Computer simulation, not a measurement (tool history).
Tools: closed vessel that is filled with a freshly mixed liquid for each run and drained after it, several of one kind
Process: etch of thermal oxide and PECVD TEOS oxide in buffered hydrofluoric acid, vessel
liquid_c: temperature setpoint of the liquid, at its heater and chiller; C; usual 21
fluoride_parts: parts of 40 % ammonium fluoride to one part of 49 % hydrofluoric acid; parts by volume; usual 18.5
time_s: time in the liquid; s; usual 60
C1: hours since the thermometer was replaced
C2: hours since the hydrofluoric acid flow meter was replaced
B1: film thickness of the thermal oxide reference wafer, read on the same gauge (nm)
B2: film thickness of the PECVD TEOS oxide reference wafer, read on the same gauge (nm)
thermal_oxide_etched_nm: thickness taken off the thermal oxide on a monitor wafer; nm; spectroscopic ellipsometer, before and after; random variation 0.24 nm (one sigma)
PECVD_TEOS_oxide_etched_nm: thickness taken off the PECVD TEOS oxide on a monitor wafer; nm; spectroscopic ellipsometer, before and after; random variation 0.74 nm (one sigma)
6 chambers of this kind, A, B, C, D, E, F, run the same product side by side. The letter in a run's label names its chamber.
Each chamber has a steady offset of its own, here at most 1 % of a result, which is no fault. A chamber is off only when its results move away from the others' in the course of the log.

{"day": 0.162, "done": "chamber A: hydrofluoric acid flow meter replaced"}
{"day": 0.388, "done": "chamber E: thermometer replaced"}
{"run": "1D", "day": 0.479, "liquid_c": 21, "fluoride_parts": 18.5, "time_s": 60, "C1": 68.1, "C2": 1498.7, "B1": 79.984, "B2": 50.037, "thermal_oxide_etched_nm": 30.98, "PECVD_TEOS_oxide_etched_nm": 106.44}
{"run": "2B", "day": 0.85, "liquid_c": 21, "fluoride_parts": 18.5, "time_s": 60, "C1": 159.8, "C2": 424, "B1": 80.004, "B2": 49.978, "thermal_oxide_etched_nm": 31.137, "PECVD_TEOS_oxide_etched_nm": 105.59}
{"run": "3A", "day": 1.388, "liquid_c": 21, "fluoride_parts": 18.5, "time_s": 60, "C1": 1753.9, "C2": 29.5, "B1": 79.994, "B2": 50.008, "thermal_oxide_etched_nm": 31.144, "PECVD_TEOS_oxide_etched_nm": 105.63}
{"run": "4E", "day": 1.896, "liquid_c": 21, "fluoride_parts": 18.5, "time_s": 60, "C1": 36.2, "C2": 1062, "B1": 79.996, "B2": 50.027, "thermal_oxide_etched_nm": 31.072, "PECVD_TEOS_oxide_etched_nm": 105.97}
{"day": 2.379, "done": "chamber F: thermometer replaced"}
{"run": "5F", "day": 2.517, "liquid_c": 21, "fluoride_parts": 18.5, "time_s": 60, "C1": 3.4, "C2": 300.2, "B1": 79.974, "B2": 49.984, "thermal_oxide_etched_nm": 31.068, "PECVD_TEOS_oxide_etched_nm": 104.08}
{"run": "6C", "day": 2.996, "liquid_c": 21, "fluoride_parts": 18.5, "time_s": 60, "C1": 697, "C2": 136.7, "B1": 79.995, "B2": 49.999, "thermal_oxide_etched_nm": 31.046, "PECVD_TEOS_oxide_etched_nm": 105.91}
{"run": "7C", "day": 3.45, "liquid_c": 21, "fluoride_parts": 18.5, "time_s": 60, "C1": 707.9, "C2": 147.6, "B1": 80.034, "B2": 50.011, "thermal_oxide_etched_nm": 31.092, "PECVD_TEOS_oxide_etched_nm": 105.62}
{"run": "8B", "day": 4.017, "liquid_c": 21, "fluoride_parts": 18.5, "time_s": 60, "C1": 235.8, "C2": 500, "B1": 79.995, "B2": 49.98, "thermal_oxide_etched_nm": 31.344, "PECVD_TEOS_oxide_etched_nm": 105.98}
{"run": "9F", "day": 4.346, "liquid_c": 21, "fluoride_parts": 18.5, "time_s": 60, "C1": 47.3, "C2": 344.1, "B1": 80.011, "B2": 50.016, "thermal_oxide_etched_nm": 31.438, "PECVD_TEOS_oxide_etched_nm": 105.99}
{"day": 4.604, "done": "chamber C: thermometer replaced"}
{"run": "10D", "day": 4.862, "liquid_c": 21, "fluoride_parts": 18.5, "time_s": 60, "C1": 173.3, "C2": 1603.9, "B1": 80.014, "B2": 49.98, "thermal_oxide_etched_nm": 30.851, "PECVD_TEOS_oxide_etched_nm": 106.95}
{"run": "11A", "day": 5.354, "liquid_c": 21, "fluoride_parts": 18.5, "time_s": 60, "C1": 1849.1, "C2": 124.7, "B1": 79.993, "B2": 49.974, "thermal_oxide_etched_nm": 30.932, "PECVD_TEOS_oxide_etched_nm": 105.76}
{"run": "12E", "day": 5.683, "liquid_c": 21, "fluoride_parts": 18.5, "time_s": 60, "C1": 127.1, "C2": 1152.9, "B1": 80, "B2": 49.977, "thermal_oxide_etched_nm": 30.909, "PECVD_TEOS_oxide_etched_nm": 107.33}
{"run": "13F", "day": 6.254, "liquid_c": 21, "fluoride_parts": 18.5, "time_s": 60, "C1": 93.1, "C2": 389.9, "B1": 80.016, "B2": 50.001, "thermal_oxide_etched_nm": 31.341, "PECVD_TEOS_oxide_etched_nm": 106.73}
{"run": "14C", "day": 6.671, "liquid_c": 21, "fluoride_parts": 18.5, "time_s": 60, "C1": 49.6, "C2": 224.9, "B1": 80.018, "B2": 50.013, "thermal_oxide_etched_nm": 31.066, "PECVD_TEOS_oxide_etched_nm": 104.31}
{"run": "15A", "day": 7.05, "liquid_c": 21, "fluoride_parts": 18.5, "time_s": 60, "C1": 1889.8, "C2": 165.4, "B1": 79.987, "B2": 50.024, "thermal_oxide_etched_nm": 30.561, "PECVD_TEOS_oxide_etched_nm": 105.97}
{"run": "16D", "day": 7.55, "liquid_c": 21, "fluoride_parts": 18.5, "time_s": 60, "C1": 237.8, "C2": 1668.4, "B1": 79.986, "B2": 50.046, "thermal_oxide_etched_nm": 31.218, "PECVD_TEOS_oxide_etched_nm": 107.44}
{"run": "17B", "day": 7.858, "liquid_c": 21, "fluoride_parts": 18.5, "time_s": 60, "C1": 328, "C2": 592.2, "B1": 79.99, "B2": 49.987, "thermal_oxide_etched_nm": 31.301, "PECVD_TEOS_oxide_etched_nm": 105.17}
{"run": "18E", "day": 8.467, "liquid_c": 21, "fluoride_parts": 18.5, "time_s": 60, "C1": 193.9, "C2": 1219.7, "B1": 80.021, "B2": 49.97, "thermal_oxide_etched_nm": 30.622, "PECVD_TEOS_oxide_etched_nm": 106.95}
{"run": "19F", "day": 9.133, "liquid_c": 21, "fluoride_parts": 18.5, "time_s": 60, "C1": 162.2, "C2": 459, "B1": 80.036, "B2": 50.024, "thermal_oxide_etched_nm": 31.104, "PECVD_TEOS_oxide_etched_nm": 106.1}
{"run": "20D", "day": 9.642, "liquid_c": 21, "fluoride_parts": 18.5, "time_s": 60, "C1": 288, "C2": 1718.6, "B1": 79.984, "B2": 50.013, "thermal_oxide_etched_nm": 30.935, "PECVD_TEOS_oxide_etched_nm": 105.51}
{"day": 9.992, "done": "chamber D: hydrofluoric acid flow meter replaced"}
{"run": "21C", "day": 10.312, "liquid_c": 21, "fluoride_parts": 18.5, "time_s": 60, "C1": 137, "C2": 312.3, "B1": 79.977, "B2": 50.029, "thermal_oxide_etched_nm": 31.159, "PECVD_TEOS_oxide_etched_nm": 107.51}
{"run": "22A", "day": 10.971, "liquid_c": 21, "fluoride_parts": 18.5, "time_s": 60, "C1": 1983.9, "C2": 259.5, "B1": 79.999, "B2": 49.93, "thermal_oxide_etched_nm": 30.912, "PECVD_TEOS_oxide_etched_nm": 104.86}
{"run": "23B", "day": 11.608, "liquid_c": 21, "fluoride_parts": 18.5, "time_s": 60, "C1": 418, "C2": 682.2, "B1": 79.974, "B2": 49.992, "thermal_oxide_etched_nm": 30.937, "PECVD_TEOS_oxide_etched_nm": 104.63}
{"run": "24E", "day": 11.938, "liquid_c": 21, "fluoride_parts": 18.5, "time_s": 60, "C1": 277.2, "C2": 1303, "B1": 79.989, "B2": 50.034, "thermal_oxide_etched_nm": 31.193, "PECVD_TEOS_oxide_etched_nm": 107.15}
{"run": "25D", "day": 12.404, "liquid_c": 17.5, "fluoride_parts": 18.5, "time_s": 60, "C1": 354.3, "C2": 57.9, "B1": 79.978, "B2": 50.022, "thermal_oxide_etched_nm": 25.148, "PECVD_TEOS_oxide_etched_nm": 88.244}
{"run": "26F", "day": 12.883, "liquid_c": 17.5, "fluoride_parts": 18.5, "time_s": 60, "C1": 252.2, "C2": 549, "B1": 80.001, "B2": 49.974, "thermal_oxide_etched_nm": 25.664, "PECVD_TEOS_oxide_etched_nm": 87.605}
{"run": "27E", "day": 13.475, "liquid_c": 17.5, "fluoride_parts": 18.5, "time_s": 60, "C1": 314.1, "C2": 1339.9, "B1": 79.977, "B2": 49.998, "thermal_oxide_etched_nm": 25.274, "PECVD_TEOS_oxide_etched_nm": 87.549}
{"run": "28A", "day": 14.058, "liquid_c": 17.5, "fluoride_parts": 18.5, "time_s": 60, "C1": 2058, "C2": 333.6, "B1": 79.977, "B2": 50.005, "thermal_oxide_etched_nm": 25.078, "PECVD_TEOS_oxide_etched_nm": 86.1}
{"run": "29C", "day": 14.421, "liquid_c": 17.5, "fluoride_parts": 18.5, "time_s": 60, "C1": 235.6, "C2": 410.9, "B1": 80.013, "B2": 50.035, "thermal_oxide_etched_nm": 25.699, "PECVD_TEOS_oxide_etched_nm": 86.988}
{"run": "30B", "day": 14.788, "liquid_c": 17.5, "fluoride_parts": 18.5, "time_s": 60, "C1": 494.3, "C2": 758.5, "B1": 79.991, "B2": 49.986, "thermal_oxide_etched_nm": 25.571, "PECVD_TEOS_oxide_etched_nm": 85.498}
{"run": "31A", "day": 15.454, "liquid_c": 21, "fluoride_parts": 18.5, "time_s": 60, "C1": 2091.5, "C2": 367.1, "B1": 79.982, "B2": 50.038, "thermal_oxide_etched_nm": 30.727, "PECVD_TEOS_oxide_etched_nm": 105.35}
{"run": "32F", "day": 15.983, "liquid_c": 21, "fluoride_parts": 18.5, "time_s": 60, "C1": 326.6, "C2": 623.4, "B1": 79.979, "B2": 49.952, "thermal_oxide_etched_nm": 31.381, "PECVD_TEOS_oxide_etched_nm": 106.13}
{"run": "33B", "day": 16.471, "liquid_c": 21, "fluoride_parts": 18.5, "time_s": 60, "C1": 534.7, "C2": 798.9, "B1": 79.979, "B2": 50.023, "thermal_oxide_etched_nm": 31.062, "PECVD_TEOS_oxide_etched_nm": 106.08}
{"run": "34D", "day": 17.112, "liquid_c": 21, "fluoride_parts": 18.5, "time_s": 60, "C1": 467.3, "C2": 170.9, "B1": 80.004, "B2": 49.959, "thermal_oxide_etched_nm": 31.359, "PECVD_TEOS_oxide_etched_nm": 107.6}
{"run": "35E", "day": 17.708, "liquid_c": 21, "fluoride_parts": 18.5, "time_s": 70, "C1": 415.7, "C2": 1441.5, "B1": 79.989, "B2": 49.996, "thermal_oxide_etched_nm": 35.856, "PECVD_TEOS_oxide_etched_nm": 124.71}
{"run": "36C", "day": 18.154, "liquid_c": 21, "fluoride_parts": 18.5, "time_s": 70, "C1": 325.2, "C2": 500.5, "B1": 79.991, "B2": 50.007, "thermal_oxide_etched_nm": 36.432, "PECVD_TEOS_oxide_etched_nm": 124.51}

What goes on in this fleet: one chamber off, a drifting gauge, or nothing beyond the chambers' own small offsets? Name the chamber and the cause, if any.

No chamber stands off beyond its own small offset, and the gauge holds steady.
